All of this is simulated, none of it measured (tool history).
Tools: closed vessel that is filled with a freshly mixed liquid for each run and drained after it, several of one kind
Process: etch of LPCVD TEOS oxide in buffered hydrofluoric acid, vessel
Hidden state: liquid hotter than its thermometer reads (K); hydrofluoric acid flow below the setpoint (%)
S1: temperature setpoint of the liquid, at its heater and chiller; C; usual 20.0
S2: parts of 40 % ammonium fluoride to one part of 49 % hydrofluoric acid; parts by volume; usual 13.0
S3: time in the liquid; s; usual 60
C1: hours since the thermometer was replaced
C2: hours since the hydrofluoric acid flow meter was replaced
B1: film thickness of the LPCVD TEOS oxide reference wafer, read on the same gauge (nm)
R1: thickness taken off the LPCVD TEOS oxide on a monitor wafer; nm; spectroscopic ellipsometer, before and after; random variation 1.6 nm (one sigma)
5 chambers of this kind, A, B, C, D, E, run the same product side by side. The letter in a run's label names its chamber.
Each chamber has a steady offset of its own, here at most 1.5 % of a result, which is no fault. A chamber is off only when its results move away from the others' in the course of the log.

Run 1B, hour 8.8: usual settings; C1 1317.2; C2 324.1; B1 99.931. Result: R1 198.24 nm.
Run 2E, hour 14.1: usual settings; C1 900.5; C2 1225.1; B1 99.979. Result: R1 197.36 nm.
Run 3A, hour 21.3: usual settings; C1 1118.8; C2 1259.3; B1 100.030. Result: R1 202.86 nm.
Run 4D, hour 29.0: usual settings; C1 1761.8; C2 40.8; B1 99.993. Result: R1 194.05 nm.
Run 5C, hour 35.3: usual settings; C1 368.8; C2 497.1; B1 100.030. Result: R1 200.53 nm.
At hour 44.3: chamber C: hydrofluoric acid flow meter replaced.
Run 6A, hour 44.4: usual settings; C1 1141.9; C2 1282.4; B1 100.040. Result: R1 199.20 nm.
Run 7D, hour 49.8: usual settings; C1 1782.6; C2 61.6; B1 99.959. Result: R1 198.63 nm.
Run 8C, hour 59.9: usual settings; C1 393.4; C2 15.7; B1 99.983. Result: R1 200.41 nm.
Run 9B, hour 69.7: usual settings; C1 1378.1; C2 385.0; B1 99.985. Result: R1 199.78 nm.
Run 10E, hour 76.7: usual settings; C1 963.1; C2 1287.7; B1 100.000. Result: R1 194.28 nm.
Run 11A, hour 81.5: usual settings; C1 1179.0; C2 1319.5; B1 99.979. Result: R1 199.86 nm.
Run 12D, hour 86.4: usual settings; C1 1819.2; C2 98.2; B1 99.988. Result: R1 195.05 nm.
Run 13B, hour 95.9: usual settings; C1 1404.3; C2 411.2; B1 99.998. Result: R1 199.47 nm.
Run 14E, hour 101.1: usual settings but S2 11.0 parts by volume, S3 90 s; C1 987.5; C2 1312.1; B1 100.020. Result: R1 347.22 nm.
Run 15C, hour 110.5: usual settings but S2 11.0 parts by volume, S3 90 s; C1 444.0; C2 66.3; B1 99.975. Result: R1 361.59 nm.
Run 16D, hour 116.8: usual settings but S2 11.0 parts by volume, S3 90 s; C1 1849.6; C2 128.6; B1 100.010. Result: R1 347.97 nm.
Run 17E, hour 122.4: usual settings but S2 11.0 parts by volume, S3 90 s; C1 1008.8; C2 1333.4; B1 99.982. Result: R1 348.50 nm.
Run 18C, hour 129.6: usual settings but S2 11.0 parts by volume, S3 90 s; C1 463.1; C2 85.4; B1 100.020. Result: R1 362.74 nm.
Run 19A, hour 135.9: usual settings; C1 1233.4; C2 1373.9; B1 100.000. Result: R1 204.52 nm.
Run 20B, hour 144.5: usual settings; C1 1452.9; C2 459.8; B1 99.976. Result: R1 200.33 nm.
Run 21A, hour 152.2: usual settings but S1 17.0 C; C1 1249.7; C2 1390.2; B1 99.982. Result: R1 167.89 nm.
Run 22E, hour 160.3: usual settings but S1 17.0 C; C1 1046.7; C2 1371.3; B1 100.010. Result: R1 166.01 nm.
Run 23C, hour 168.3: usual settings but S1 17.0 C; C1 501.8; C2 124.1; B1 100.050. Result: R1 172.97 nm.
Run 24B, hour 175.2: usual settings but S1 17.0 C; C1 1483.6; C2 490.5; B1 99.991. Result: R1 168.98 nm.
Run 25D, hour 183.8: usual settings but S1 17.0 C; C1 1916.6; C2 195.6; B1 100.000. Result: R1 166.81 nm.
Run 26D, hour 191.4: usual settings; C1 1924.2; C2 203.2; B1 99.970. Result: R1 196.81 nm.
Run 27C, hour 200.4: usual settings; C1 533.9; C2 156.2; B1 100.010. Result: R1 209.91 nm.
Run 28A, hour 207.4: usual settings; C1 1304.9; C2 1445.4; B1 100.000. Result: R1 201.64 nm.
Run 29B, hour 216.1: usual settings; C1 1524.5; C2 531.4; B1 100.000. Result: R1 200.69 nm.
Run 30E, hour 223.9: usual settings; C1 1110.3; C2 1434.9; B1 100.020. Result: R1 196.58 nm.
Run 31C, hour 229.0: usual settings; C1 562.5; C2 184.8; B1 100.000. Result: R1 207.06 nm.
Run 32B, hour 237.3: usual settings; C1 1545.7; C2 552.6; B1 99.994. Result: R1 199.51 nm.
Run 33E, hour 244.0: usual settings; C1 1130.4; C2 1455.0; B1 100.010. Result: R1 197.36 nm.
Run 34D, hour 251.7: usual settings; C1 1984.5; C2 263.5; B1 99.997. Result: R1 197.09 nm.
Run 35A, hour 258.1: usual settings; C1 1355.6; C2 1496.1; B1 99.984. Result: R1 201.54 nm.
Run 36B, hour 265.5: usual settings; C1 1573.9; C2 580.8; B1 100.030. Result: R1 199.28 nm.
Run 37A, hour 270.5: usual settings; C1 1368.0; C2 1508.5; B1 100.000. Result: R1 201.31 nm.
Run 38D, hour 277.7: usual settings; C1 2010.5; C2 289.5; B1 99.959. Result: R1 198.23 nm.
Run 39C, hour 285.2: usual settings; C1 618.7; C2 241.0; B1 100.050. Result: R1 216.37 nm.
Run 40E, hour 292.3: usual settings; C1 1178.7; C2 1503.3; B1 99.991. Result: R1 199.18 nm.
Run 41D, hour 297.8: usual settings; C1 2030.6; C2 309.6; B1 100.030. Result: R1 198.92 nm.
Run 42A, hour 303.4: usual settings; C1 1400.9; C2 1541.4; B1 99.975. Result: R1 201.31 nm.
Run 43B, hour 308.3: usual settings but S2 11.5 parts by volume; C1 1616.7; C2 623.6; B1 99.986. Result: R1 224.51 nm.
Run 44C, hour 315.3: usual settings but S2 11.5 parts by volume; C1 648.8; C2 271.1; B1 99.944. Result: R1 247.16 nm.

All 5 chambers run these settings next. Forecast each chamber's results:
Run 45A, hour 322.6: usual settings but S1 21.5 C. Result: R1 ?.
Run 45B, hour 322.6: usual settings but S1 21.5 C. Result: R1 ?.
Run 45C, hour 322.6: usual settings but S1 21.5 C. Result: R1 ?.
Run 45D, hour 322.6: usual settings but S1 21.5 C. Result: R1 ?.
Run 45E, hour 322.6: usual settings but S1 21.5 C. Result: R1 ?.

run      R1
45A  219.92
45B  215.85
45C  236.92
45D  214.66
45E  214.10

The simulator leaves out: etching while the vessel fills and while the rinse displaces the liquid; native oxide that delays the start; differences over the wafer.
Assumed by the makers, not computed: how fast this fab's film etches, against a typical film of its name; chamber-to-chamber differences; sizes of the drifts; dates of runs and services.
